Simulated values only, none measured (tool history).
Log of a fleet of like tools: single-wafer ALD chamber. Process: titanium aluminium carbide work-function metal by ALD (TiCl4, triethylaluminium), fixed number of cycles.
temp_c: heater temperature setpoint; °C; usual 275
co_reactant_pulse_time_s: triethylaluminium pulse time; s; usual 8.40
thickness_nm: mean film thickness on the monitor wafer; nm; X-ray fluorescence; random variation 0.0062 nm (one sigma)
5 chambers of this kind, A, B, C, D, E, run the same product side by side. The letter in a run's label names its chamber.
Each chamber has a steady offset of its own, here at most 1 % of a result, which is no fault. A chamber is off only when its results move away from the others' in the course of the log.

| run | day | temp_c | co_reactant_pulse_time_s | read-back reference wafer on the same gauge, thickness_nm | thickness_nm |
|---|---|---|---|---|---|
| 1B | 0.329 | 275 | 8.40 | 2.0018 | 1.7301 |
| 2E | 0.700 | 275 | 8.40 | 2.0010 | 1.7543 |
|  | 0.879 | chamber A: triethylaluminium bottle replaced |
| 3D | 1.012 | 275 | 8.40 | 1.9999 | 1.7481 |
| 4A | 1.417 | 275 | 8.40 | 2.0012 | 1.7510 |
| 5C | 1.700 | 283 | 6.18 | 1.9987 | 1.7015 |
| 6D | 1.962 | 283 | 6.18 | 1.9999 | 1.6883 |
| 7E | 2.450 | 283 | 6.18 | 2.0009 | 1.7194 |
| 8A | 2.912 | 283 | 6.18 | 1.9995 | 1.6942 |
| 9C | 3.229 | 283 | 6.18 | 2.0009 | 1.7033 |
| 10B | 3.521 | 275 | 8.40 | 1.9991 | 1.7290 |
| 11D | 4.012 | 266 | 10.69 | 2.0024 | 1.7274 |
| 12E | 4.454 | 266 | 10.69 | 1.9998 | 1.7370 |
| 13A | 4.762 | 266 | 10.69 | 1.9995 | 1.7342 |
| 14C | 5.238 | 266 | 10.69 | 1.9998 | 1.7365 |
| 15B | 5.633 | 266 | 10.69 | 2.0007 | 1.7112 |
| 16A | 6.129 | 275 | 8.40 | 2.0006 | 1.7491 |
| 17D | 6.629 | 275 | 8.40 | 2.0003 | 1.7461 |
| 18C | 7.083 | 275 | 9.50 | 2.0010 | 1.7879 |
| 19B | 7.542 | 275 | 9.50 | 1.9995 | 1.7636 |
| 20E | 7.950 | 275 | 9.50 | 2.0005 | 1.7920 |
| 21B | 8.200 | 275 | 9.50 | 1.9974 | 1.7568 |
| 22C | 8.721 | 275 | 9.50 | 2.0007 | 1.7793 |
|  | 8.971 | chamber C: triethylaluminium bottle replaced |
| 23D | 9.029 | 275 | 8.40 | 2.0017 | 1.7476 |
| 24A | 9.408 | 275 | 8.40 | 1.9992 | 1.7590 |
| 25E | 9.862 | 275 | 8.40 | 2.0002 | 1.7501 |
| 26E | 10.275 | 275 | 8.40 | 2.0000 | 1.7573 |
| 27B | 10.742 | 264 | 7.08 | 2.0003 | 1.5568 |
| 28C | 11.212 | 264 | 7.08 | 2.0009 | 1.6088 |
| 29A | 11.588 | 264 | 7.08 | 2.0008 | 1.6057 |
| 30D | 12.017 | 264 | 7.08 | 2.0021 | 1.5960 |
| 31E | 12.342 | 264 | 7.08 | 2.0012 | 1.6013 |
| 32D | 12.683 | 275 | 8.40 | 1.9985 | 1.7525 |
| 33B | 13.079 | 275 | 8.40 | 1.9991 | 1.7020 |
| 34A | 13.592 | 286 | 6.88 | 2.0001 | 1.7598 |
| 35C | 13.925 | 286 | 6.88 | 2.0001 | 1.7668 |
|  | 14.125 | chamber B: thermocouple changed; heater temperature recalibrated |
| 36E | 14.229 | 286 | 6.88 | 1.9984 | 1.7704 |
| 37D | 14.629 | 286 | 6.88 | 1.9997 | 1.7779 |
| 38B | 15.025 | 286 | 6.88 | 2.0024 | 1.7050 |
| 39C | 15.458 | 275 | 8.40 | 1.9997 | 1.7481 |
| 40A | 15.692 | 275 | 8.40 | 1.9998 | 1.7469 |
|  | 15.900 | chamber A: thermocouple changed; heater temperature recalibrated |
| 41B | 16.171 | 275 | 8.40 | 1.9987 | 1.6891 |
| 42A | 16.412 | 275 | 8.40 | 2.0013 | 1.7514 |
| 43C | 16.788 | 265 | 8.40 | 2.0018 | 1.6631 |

What goes on in this fleet: one chamber off, a drifting gauge, or nothing beyond the chambers' own small offsets? Name the chamber and the cause, if any.

Chamber B drifts away from the others.
Cause: triethylaluminium dose below that of a fresh bottle (%) = 14.7.

Here are 4 candidates for chamber B's next run, each the usual settings with a change, their results left as question marks. Which one brings its results back in line with what the others give on the usual settings?
In line means no further than this from the other chambers' mean on the usual settings: thickness_nm 0.0220 nm
| 44B-1 | 17.167 | 275 | 7.11 |  | ? |
| 44B-2 | 17.167 | 278 | 8.40 |  | ? |
| 44B-3 | 17.167 | 275 | 7.94 |  | ? |
| 44B-4 | 17.167 | 284 | 8.40 |  | ? |

The other chambers' mean on the usual settings: thickness_nm 1.7520 nm
| run | thickness_nm |
|---|---|
| 44B-1 | 1.6055 |
| 44B-2 | 1.7045 |
| 44B-3 | 1.6568 |
| 44B-4 | 1.7534 |
44B-4 brings the chamber back in line.

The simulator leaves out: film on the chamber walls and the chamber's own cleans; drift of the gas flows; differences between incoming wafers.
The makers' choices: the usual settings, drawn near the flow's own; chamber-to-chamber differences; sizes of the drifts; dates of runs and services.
